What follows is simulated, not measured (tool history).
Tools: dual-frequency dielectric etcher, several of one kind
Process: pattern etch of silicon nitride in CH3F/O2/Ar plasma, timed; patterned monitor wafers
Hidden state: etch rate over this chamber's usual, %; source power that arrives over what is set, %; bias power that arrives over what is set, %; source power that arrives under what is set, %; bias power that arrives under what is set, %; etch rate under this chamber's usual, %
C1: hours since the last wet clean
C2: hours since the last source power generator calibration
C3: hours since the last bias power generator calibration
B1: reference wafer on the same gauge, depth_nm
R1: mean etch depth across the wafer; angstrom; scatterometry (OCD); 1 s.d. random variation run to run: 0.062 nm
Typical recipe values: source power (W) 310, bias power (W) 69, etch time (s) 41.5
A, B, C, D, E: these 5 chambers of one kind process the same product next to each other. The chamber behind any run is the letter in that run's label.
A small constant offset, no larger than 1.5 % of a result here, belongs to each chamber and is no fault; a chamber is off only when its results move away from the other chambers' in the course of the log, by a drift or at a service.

Run 1E, day 0.204: usual settings; C1 209.6; C2 173.0; C3 2252.6; B1 28.016. Result: R1 261.65 angstrom.
Run 2C, day 0.396: usual settings; C1 22.2; C2 1894.4; C3 1712.5; B1 28.007. Result: R1 258.99 angstrom.
Run 3D, day 0.521: usual settings; C1 246.0; C2 2278.7; C3 3863.2; B1 27.988. Result: R1 256.89 angstrom.
Run 4B, day 0.658: usual settings; C1 50.0; C2 3670.4; C3 455.6; B1 28.003. Result: R1 258.24 angstrom.
Run 5A, day 0.783: usual settings; C1 91.8; C2 941.5; C3 1728.9; B1 28.005. Result: R1 261.79 angstrom.
Run 6B, day 0.946: usual settings but source power (W) 350, bias power (W) 76; C1 56.9; C2 3677.3; C3 462.5; B1 27.988. Result: R1 278.73 angstrom.
Run 7A, day 1.138: usual settings but source power (W) 350, bias power (W) 76; C1 100.3; C2 950.0; C3 1737.4; B1 28.006. Result: R1 283.06 angstrom.
Run 8E, day 1.346: usual settings but source power (W) 350, bias power (W) 76; C1 237.0; C2 200.4; C3 2280.0; B1 27.998. Result: R1 282.29 angstrom.
Run 9D, day 1.521: usual settings but source power (W) 350, bias power (W) 76; C1 270.0; C2 2302.7; C3 3887.2; B1 28.003. Result: R1 276.48 angstrom.
Run 10C, day 1.679: usual settings but source power (W) 350, bias power (W) 76; C1 53.0; C2 1925.2; C3 1743.3; B1 28.017. Result: R1 279.48 angstrom.
Run 11D, day 1.854: usual settings; C1 278.0; C2 2310.7; C3 3895.2; B1 27.996. Result: R1 256.70 angstrom.
Run 12A, day 2.088: usual settings; C1 123.1; C2 972.8; C3 1760.2; B1 27.999. Result: R1 261.69 angstrom.
Run 13E, day 2.225: usual settings; C1 258.1; C2 221.5; C3 2301.1; B1 27.999. Result: R1 261.92 angstrom.
Run 14C, day 2.392: usual settings; C1 70.1; C2 1942.3; C3 1760.4; B1 27.998. Result: R1 259.20 angstrom.
Run 15B, day 2.608: usual settings but source power (W) 270; C1 96.8; C2 3717.2; C3 502.4; B1 27.998. Result: R1 244.64 angstrom.
Run 16C, day 2.775: usual settings but source power (W) 270; C1 79.3; C2 1951.5; C3 1769.6; B1 28.004. Result: R1 246.11 angstrom.
Run 17A, day 2.988: usual settings but source power (W) 270; C1 144.7; C2 994.4; C3 1781.8; B1 28.001. Result: R1 248.36 angstrom.
Run 18E, day 3.179: usual settings but source power (W) 270; C1 281.0; C2 244.4; C3 2324.0; B1 28.010. Result: R1 248.11 angstrom.
Run 19B, day 3.308: usual settings but source power (W) 270; C1 113.6; C2 3734.0; C3 519.2; B1 28.007. Result: R1 245.62 angstrom.
Run 20D, day 3.554: usual settings; C1 318.8; C2 2351.5; C3 3936.0; B1 27.977. Result: R1 257.37 angstrom.
Run 21E, day 3.788: usual settings; C1 295.6; C2 259.0; C3 2338.6; B1 27.997. Result: R1 261.40 angstrom.
Run 22A, day 3.925: usual settings but source power (W) 380, bias power (W) 53; C1 167.2; C2 1016.9; C3 1804.3; B1 28.005. Result: R1 258.45 angstrom.
Run 23B, day 4.054: usual settings but source power (W) 380, bias power (W) 53; C1 131.5; C2 3751.9; C3 537.1; B1 28.015. Result: R1 255.00 angstrom.
Run 24D, day 4.250: usual settings but source power (W) 380, bias power (W) 53; C1 335.5; C2 2368.2; C3 3952.7; B1 27.985. Result: R1 253.63 angstrom.
Run 25C, day 4.412: usual settings but source power (W) 380, bias power (W) 53; C1 118.6; C2 1990.8; C3 1808.9; B1 28.008. Result: R1 256.01 angstrom.
Run 26D, day 4.638: usual settings but source power (W) 380, bias power (W) 53; C1 344.8; C2 2377.5; C3 3962.0; B1 28.011. Result: R1 253.55 angstrom.
Run 27A, day 4.883: usual settings but source power (W) 360; C1 190.2; C2 1039.9; C3 1827.3; B1 28.004. Result: R1 276.29 angstrom.
Run 28B, day 5.104: usual settings but source power (W) 360; C1 156.7; C2 3777.1; C3 562.3; B1 28.002. Result: R1 273.02 angstrom.
Run 29E, day 5.271: usual settings but source power (W) 360; C1 331.2; C2 294.6; C3 2374.2; B1 27.987. Result: R1 276.40 angstrom.
Run 30C, day 5.454: usual settings but source power (W) 360; C1 143.6; C2 2015.8; C3 1833.9; B1 28.014. Result: R1 274.06 angstrom.
Run 31E, day 5.712: usual settings but source power (W) 360; C1 341.8; C2 305.2; C3 2384.8; B1 27.990. Result: R1 276.53 angstrom.
Run 32A, day 5.904: usual settings; C1 214.7; C2 1064.4; C3 1851.8; B1 28.012. Result: R1 261.11 angstrom.
Run 33C, day 6.042: usual settings; C1 157.7; C2 2029.9; C3 1848.0; B1 28.007. Result: R1 259.65 angstrom.
Run 34B, day 6.188: usual settings; C1 182.7; C2 3803.1; C3 588.3; B1 28.016. Result: R1 258.24 angstrom.
Run 35D, day 6.379: usual settings; C1 386.6; C2 2419.3; C3 4003.8; B1 27.997. Result: R1 256.27 angstrom.
Run 36B, day 6.575: usual settings; C1 192.0; C2 3812.4; C3 597.6; B1 27.984. Result: R1 258.55 angstrom.
Run 37A, day 6.775: usual settings; C1 235.6; C2 1085.3; C3 1872.7; B1 28.000. Result: R1 261.39 angstrom.
Run 38C, day 6.925: usual settings; C1 178.9; C2 2051.1; C3 1869.2; B1 28.000. Result: R1 258.63 angstrom.
Run 39E, day 7.129: usual settings; C1 375.8; C2 339.2; C3 2418.8; B1 28.000. Result: R1 261.20 angstrom.
Run 40D, day 7.254: usual settings but source power (W) 270; C1 407.6; C2 2440.3; C3 4024.8; B1 28.001. Result: R1 243.74 angstrom.

Each of the 5 chambers runs these same settings next. Fill in every chamber's results:
Run 41A, day 7.438: usual settings. Result: R1 ?.
Run 41B, day 7.438: usual settings. Result: R1 ?.
Run 41C, day 7.438: usual settings. Result: R1 ?.
Run 41D, day 7.438: usual settings. Result: R1 ?.
Run 41E, day 7.438: usual settings. Result: R1 ?.

run      R1
41A  262.61
41B  258.01
41C  259.27
41D  256.75
41E  261.97

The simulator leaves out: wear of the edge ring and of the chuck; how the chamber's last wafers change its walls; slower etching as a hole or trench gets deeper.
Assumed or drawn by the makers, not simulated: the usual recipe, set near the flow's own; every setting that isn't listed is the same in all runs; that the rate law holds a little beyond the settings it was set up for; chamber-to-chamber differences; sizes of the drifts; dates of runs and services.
